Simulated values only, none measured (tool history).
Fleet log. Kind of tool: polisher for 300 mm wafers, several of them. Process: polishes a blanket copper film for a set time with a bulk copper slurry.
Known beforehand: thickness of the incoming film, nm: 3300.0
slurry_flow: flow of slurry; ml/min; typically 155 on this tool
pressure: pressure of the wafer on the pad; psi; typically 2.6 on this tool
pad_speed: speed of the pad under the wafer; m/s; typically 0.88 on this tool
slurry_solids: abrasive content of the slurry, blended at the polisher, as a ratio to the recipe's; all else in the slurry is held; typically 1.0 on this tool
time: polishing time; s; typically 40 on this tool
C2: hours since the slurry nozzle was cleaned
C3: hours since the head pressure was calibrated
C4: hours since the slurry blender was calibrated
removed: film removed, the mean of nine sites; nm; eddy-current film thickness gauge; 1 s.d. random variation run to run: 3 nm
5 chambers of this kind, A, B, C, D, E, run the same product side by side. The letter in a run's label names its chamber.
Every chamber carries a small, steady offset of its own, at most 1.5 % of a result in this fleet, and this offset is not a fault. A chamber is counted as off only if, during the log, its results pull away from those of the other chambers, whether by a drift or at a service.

{"hour": 0.2, "done": "chamber A: worn pad replaced by a new one"}
{"run": "1A", "hour": 8.0, "slurry_flow": 155, "pressure": 2.6, "pad_speed": 0.88, "slurry_solids": 1.0, "time": 40, "wafers polished on this pad": 106, "C2": 561.3, "C3": 324.2, "C4": 89.1, "removed": 250.4}
{"run": "2C", "hour": 12.7, "slurry_flow": 155, "pressure": 2.6, "pad_speed": 0.88, "slurry_solids": 1.0, "time": 40, "wafers polished on this pad": 205, "C2": 191.8, "C3": 992.2, "C4": 59.4, "removed": 256.14}
{"hour": 19.4, "done": "chamber D: slurry blender recalibrated"}
{"run": "3E", "hour": 21.3, "slurry_flow": 155, "pressure": 2.6, "pad_speed": 0.88, "slurry_solids": 1.0, "time": 40, "wafers polished on this pad": 1122, "C2": 326.2, "C3": 195.1, "C4": 85.9, "removed": 251.79}
{"run": "4B", "hour": 28.2, "slurry_flow": 155, "pressure": 2.6, "pad_speed": 0.88, "slurry_solids": 1.0, "time": 40, "wafers polished on this pad": 1522, "C2": 127.9, "C3": 249.0, "C4": 274.9, "removed": 255.87}
{"hour": 30.3, "done": "chamber E: worn pad replaced by a new one"}
{"run": "5D", "hour": 33.5, "slurry_flow": 155, "pressure": 2.6, "pad_speed": 0.88, "slurry_solids": 1.0, "time": 40, "wafers polished on this pad": 555, "C2": 89.2, "C3": 662.3, "C4": 14.2, "removed": 255.98}
{"hour": 34.6, "done": "chamber B: worn pad replaced by a new one"}
{"run": "6E", "hour": 42.7, "slurry_flow": 155, "pressure": 2.6, "pad_speed": 0.88, "slurry_solids": 1.0, "time": 40, "wafers polished on this pad": 168, "C2": 347.6, "C3": 216.5, "C4": 107.3, "removed": 257.82}
{"run": "7D", "hour": 48.9, "slurry_flow": 155, "pressure": 2.6, "pad_speed": 0.88, "slurry_solids": 0.9, "time": 40, "wafers polished on this pad": 764, "C2": 104.6, "C3": 677.7, "C4": 29.6, "removed": 243.63}
{"hour": 53.0, "done": "chamber C: worn pad replaced by a new one"}
{"hour": 55.1, "done": "chamber D: worn pad replaced by a new one"}
{"run": "8B", "hour": 55.1, "slurry_flow": 155, "pressure": 2.6, "pad_speed": 0.88, "slurry_solids": 0.9, "time": 40, "wafers polished on this pad": 278, "C2": 154.8, "C3": 275.9, "C4": 301.8, "removed": 251.63}
{"run": "9A", "hour": 61.8, "slurry_flow": 155, "pressure": 2.6, "pad_speed": 0.88, "slurry_solids": 0.9, "time": 40, "wafers polished on this pad": 835, "C2": 615.1, "C3": 378.0, "C4": 142.9, "removed": 245.63}
{"hour": 70.8, "done": "chamber A: slurry blender recalibrated"}
{"run": "10C", "hour": 70.8, "slurry_flow": 155, "pressure": 2.6, "pad_speed": 0.88, "slurry_solids": 0.9, "time": 40, "wafers polished on this pad": 242, "C2": 249.9, "C3": 1050.3, "C4": 117.5, "removed": 248.22}
{"run": "11B", "hour": 75.4, "slurry_flow": 155, "pressure": 2.6, "pad_speed": 0.88, "slurry_solids": 0.9, "time": 40, "wafers polished on this pad": 553, "C2": 175.1, "C3": 296.2, "C4": 322.1, "removed": 256.76}
{"hour": 76.9, "done": "chamber A: worn pad replaced by a new one"}
{"run": "12A", "hour": 81.0, "slurry_flow": 155, "pressure": 2.6, "pad_speed": 0.88, "slurry_solids": 1.0, "time": 40, "wafers polished on this pad": 55, "C2": 634.3, "C3": 397.2, "C4": 10.3, "removed": 249.23}
{"run": "13E", "hour": 87.6, "slurry_flow": 155, "pressure": 2.6, "pad_speed": 0.88, "slurry_solids": 1.0, "time": 40, "wafers polished on this pad": 777, "C2": 392.5, "C3": 261.4, "C4": 152.2, "removed": 253.75}
{"run": "14D", "hour": 96.8, "slurry_flow": 155, "pressure": 2.6, "pad_speed": 0.88, "slurry_solids": 1.0, "time": 40, "wafers polished on this pad": 565, "C2": 152.5, "C3": 725.6, "C4": 77.5, "removed": 255.59}
{"run": "15C", "hour": 103.6, "slurry_flow": 155, "pressure": 2.6, "pad_speed": 0.88, "slurry_solids": 1.0, "time": 40, "wafers polished on this pad": 687, "C2": 282.7, "C3": 1083.1, "C4": 150.3, "removed": 251.62}
{"hour": 105.2, "done": "chamber C: worn pad replaced by a new one"}
{"hour": 107.7, "done": "chamber D: worn pad replaced by a new one"}
{"run": "16C", "hour": 111.3, "slurry_flow": 155, "pressure": 2.6, "pad_speed": 0.88, "slurry_solids": 1.0, "time": 40, "wafers polished on this pad": 83, "C2": 290.4, "C3": 1090.8, "C4": 158.0, "removed": 254.92}
{"hour": 114.6, "done": "chamber E: slurry blender recalibrated"}
{"run": "17A", "hour": 119.9, "slurry_flow": 155, "pressure": 3.3, "pad_speed": 0.88, "slurry_solids": 1.0, "time": 40, "wafers polished on this pad": 583, "C2": 673.2, "C3": 436.1, "C4": 49.2, "removed": 318.94}
{"run": "18E", "hour": 128.3, "slurry_flow": 155, "pressure": 3.3, "pad_speed": 0.88, "slurry_solids": 1.0, "time": 40, "wafers polished on this pad": 1329, "C2": 433.2, "C3": 302.1, "C4": 13.7, "removed": 325.25}
{"hour": 129.3, "done": "chamber B: slurry blender recalibrated"}
{"run": "19B", "hour": 134.6, "slurry_flow": 155, "pressure": 3.3, "pad_speed": 0.88, "slurry_solids": 1.0, "time": 40, "wafers polished on this pad": 1356, "C2": 234.3, "C3": 355.4, "C4": 5.4, "removed": 331.46}
{"hour": 139.9, "done": "chamber E: worn pad replaced by a new one"}
{"run": "20D", "hour": 142.1, "slurry_flow": 155, "pressure": 3.3, "pad_speed": 0.88, "slurry_solids": 1.0, "time": 40, "wafers polished on this pad": 467, "C2": 197.8, "C3": 770.9, "C4": 122.8, "removed": 325.56}
{"hour": 142.4, "done": "chamber B: worn pad replaced by a new one"}
{"hour": 143.2, "done": "chamber A: slurry nozzle cleaned"}
{"hour": 148.1, "done": "chamber A: worn pad replaced by a new one"}
{"run": "21B", "hour": 150.7, "slurry_flow": 155, "pressure": 3.3, "pad_speed": 0.88, "slurry_solids": 1.0, "time": 40, "wafers polished on this pad": 113, "C2": 250.4, "C3": 371.5, "C4": 21.5, "removed": 331.28}
{"run": "22D", "hour": 155.1, "slurry_flow": 155, "pressure": 2.6, "pad_speed": 0.88, "slurry_solids": 1.0, "time": 40, "wafers polished on this pad": 643, "C2": 210.8, "C3": 783.9, "C4": 135.8, "removed": 256.98}
{"hour": 155.5, "done": "chamber C: slurry nozzle cleaned"}
{"run": "23A", "hour": 162.9, "slurry_flow": 155, "pressure": 2.6, "pad_speed": 0.88, "slurry_solids": 1.0, "time": 40, "wafers polished on this pad": 201, "C2": 19.8, "C3": 479.1, "C4": 92.2, "removed": 247.3}
{"hour": 164.0, "done": "chamber C: worn pad replaced by a new one"}
{"run": "24E", "hour": 168.6, "slurry_flow": 155, "pressure": 2.6, "pad_speed": 0.88, "slurry_solids": 1.0, "time": 40, "wafers polished on this pad": 390, "C2": 473.5, "C3": 342.4, "C4": 54.0, "removed": 250.24}
{"hour": 170.6, "done": "chamber D: worn pad replaced by a new one"}
{"run": "25C", "hour": 173.6, "slurry_flow": 155, "pressure": 2.6, "pad_speed": 0.88, "slurry_solids": 1.0, "time": 40, "wafers polished on this pad": 131, "C2": 18.1, "C3": 1153.1, "C4": 220.3, "removed": 258.79}
{"run": "26D", "hour": 180.6, "slurry_flow": 155, "pressure": 2.6, "pad_speed": 0.88, "slurry_solids": 1.0, "time": 40, "wafers polished on this pad": 136, "C2": 236.3, "C3": 809.4, "C4": 161.3, "removed": 251.05}
{"run": "27A", "hour": 186.6, "slurry_flow": 155, "pressure": 2.6, "pad_speed": 0.88, "slurry_solids": 1.0, "time": 40, "wafers polished on this pad": 523, "C2": 43.5, "C3": 502.8, "C4": 115.9, "removed": 248.1}
{"run": "28C", "hour": 194.4, "slurry_flow": 155, "pressure": 2.6, "pad_speed": 0.88, "slurry_solids": 1.0, "time": 40, "wafers polished on this pad": 413, "C2": 38.9, "C3": 1173.9, "C4": 241.1, "removed": 256.76}
{"run": "29E", "hour": 200.7, "slurry_flow": 155, "pressure": 2.6, "pad_speed": 0.88, "slurry_solids": 1.0, "time": 40, "wafers polished on this pad": 825, "C2": 505.6, "C3": 374.5, "C4": 86.1, "removed": 256.34}
{"run": "30B", "hour": 209.7, "slurry_flow": 155, "pressure": 2.6, "pad_speed": 0.88, "slurry_solids": 1.0, "time": 40, "wafers polished on this pad": 913, "C2": 309.4, "C3": 430.5, "C4": 80.5, "removed": 253.05}
{"hour": 215.4, "done": "chamber E: head pressure recalibrated"}
{"hour": 216.4, "done": "chamber A: worn pad replaced by a new one"}
{"run": "31E", "hour": 217.5, "slurry_flow": 155, "pressure": 2.6, "pad_speed": 0.88, "slurry_solids": 1.0, "time": 40, "wafers polished on this pad": 1053, "C2": 522.4, "C3": 2.2, "C4": 102.9, "removed": 247.05}
{"hour": 217.7, "done": "chamber C: worn pad replaced by a new one"}
{"run": "32A", "hour": 226.6, "slurry_flow": 155, "pressure": 2.6, "pad_speed": 0.88, "slurry_solids": 1.0, "time": 40, "wafers polished on this pad": 139, "C2": 83.5, "C3": 542.8, "C4": 155.9, "removed": 252.17}
{"hour": 232.3, "done": "chamber D: worn pad replaced by a new one"}
{"hour": 235.2, "done": "chamber A: slurry blender recalibrated"}
{"run": "33C", "hour": 235.5, "slurry_flow": 155, "pressure": 2.6, "pad_speed": 0.88, "slurry_solids": 1.0, "time": 40, "wafers polished on this pad": 242, "C2": 80.0, "C3": 1215.0, "C4": 282.2, "removed": 252.93}
{"run": "34B", "hour": 240.5, "slurry_flow": 155, "pressure": 2.6, "pad_speed": 0.88, "slurry_solids": 1.0, "time": 40, "wafers polished on this pad": 1331, "C2": 340.2, "C3": 461.3, "C4": 111.3, "removed": 257.07}
{"hour": 241.6, "done": "chamber B: worn pad replaced by a new one"}
{"run": "35D", "hour": 245.0, "slurry_flow": 155, "pressure": 2.6, "pad_speed": 0.88, "slurry_solids": 1.0, "time": 40, "wafers polished on this pad": 172, "C2": 300.7, "C3": 873.8, "C4": 225.7, "removed": 255.6}
{"hour": 246.6, "done": "chamber E: worn pad replaced by a new one"}
{"run": "36D", "hour": 254.2, "slurry_flow": 155, "pressure": 2.6, "pad_speed": 0.88, "slurry_solids": 1.0, "time": 40, "wafers polished on this pad": 297, "C2": 309.9, "C3": 883.0, "C4": 234.9, "removed": 253.1}
{"run": "37B", "hour": 262.8, "slurry_flow": 155, "pressure": 2.6, "pad_speed": 0.88, "slurry_solids": 1.0, "time": 40, "wafers polished on this pad": 287, "C2": 362.5, "C3": 483.6, "C4": 133.6, "removed": 255.23}
{"hour": 268.4, "done": "chamber E: slurry blender recalibrated"}
{"run": "38C", "hour": 271.9, "slurry_flow": 155, "pressure": 2.6, "pad_speed": 0.88, "slurry_solids": 1.0, "time": 40, "wafers polished on this pad": 736, "C2": 116.4, "C3": 1251.4, "C4": 318.6, "removed": 251.44}
{"hour": 275.6, "done": "chamber C: worn pad replaced by a new one"}
{"run": "39E", "hour": 279.9, "slurry_flow": 155, "pressure": 2.6, "pad_speed": 0.88, "slurry_solids": 1.0, "time": 40, "wafers polished on this pad": 452, "C2": 584.8, "C3": 64.6, "C4": 11.6, "removed": 241.56}
{"run": "40A", "hour": 285.1, "slurry_flow": 155, "pressure": 2.6, "pad_speed": 0.88, "slurry_solids": 1.0, "time": 40, "wafers polished on this pad": 933, "C2": 142.0, "C3": 601.3, "C4": 50.0, "removed": 247.69}
{"run": "41B", "hour": 293.9, "slurry_flow": 155, "pressure": 2.6, "pad_speed": 0.88, "slurry_solids": 1.0, "time": 40, "wafers polished on this pad": 709, "C2": 393.6, "C3": 514.7, "C4": 164.7, "removed": 257.83}
{"run": "42C", "hour": 301.2, "slurry_flow": 155, "pressure": 2.6, "pad_speed": 0.88, "slurry_solids": 1.0, "time": 40, "wafers polished on this pad": 347, "C2": 145.7, "C3": 1280.7, "C4": 347.9, "removed": 259.61}

Decide between three cases: one chamber stands off from its peers, the gauge reading all wafers drifts, or nothing is wrong past each chamber's small offset. Where a chamber is off, say which and what most likely put it there.

One chamber, E, drifts off from the rest bit by bit.
Likeliest cause: slurry flow missing at the pad, % = 34.4.

Below are 4 candidate recipes for chamber E's next run, each the usual settings with a change, their results shown as question marks. Which of them brings E's results back in line with what the other chambers give on the usual settings?
In-line tolerance around the mean of the other chambers on the usual settings: removed 10.00 nm
{"run": "43E-1", "hour": 307.8, "slurry_flow": 155, "pressure": 2.7, "pad_speed": 0.9, "slurry_solids": 1.0, "time": 41, "removed": "?"}
{"run": "43E-2", "hour": 307.8, "slurry_flow": 155, "pressure": 2.2, "pad_speed": 0.88, "slurry_solids": 1.0, "time": 40, "removed": "?"}
{"run": "43E-3", "hour": 307.8, "slurry_flow": 160, "pressure": 2.6, "pad_speed": 1.04, "slurry_solids": 1.0, "time": 40, "removed": "?"}
{"run": "43E-4", "hour": 307.8, "slurry_flow": 155, "pressure": 2.5, "pad_speed": 0.84, "slurry_solids": 1.0, "time": 40, "removed": "?"}

The mean the other chambers reach with the usual settings: removed 254.82 nm
run=43E-1 removed=256.07
run=43E-2 removed=199.06
run=43E-3 removed=280.76
run=43E-4 removed=215.70
The answer is 43E-1, which returns the chamber to within the allowed miss of the others.
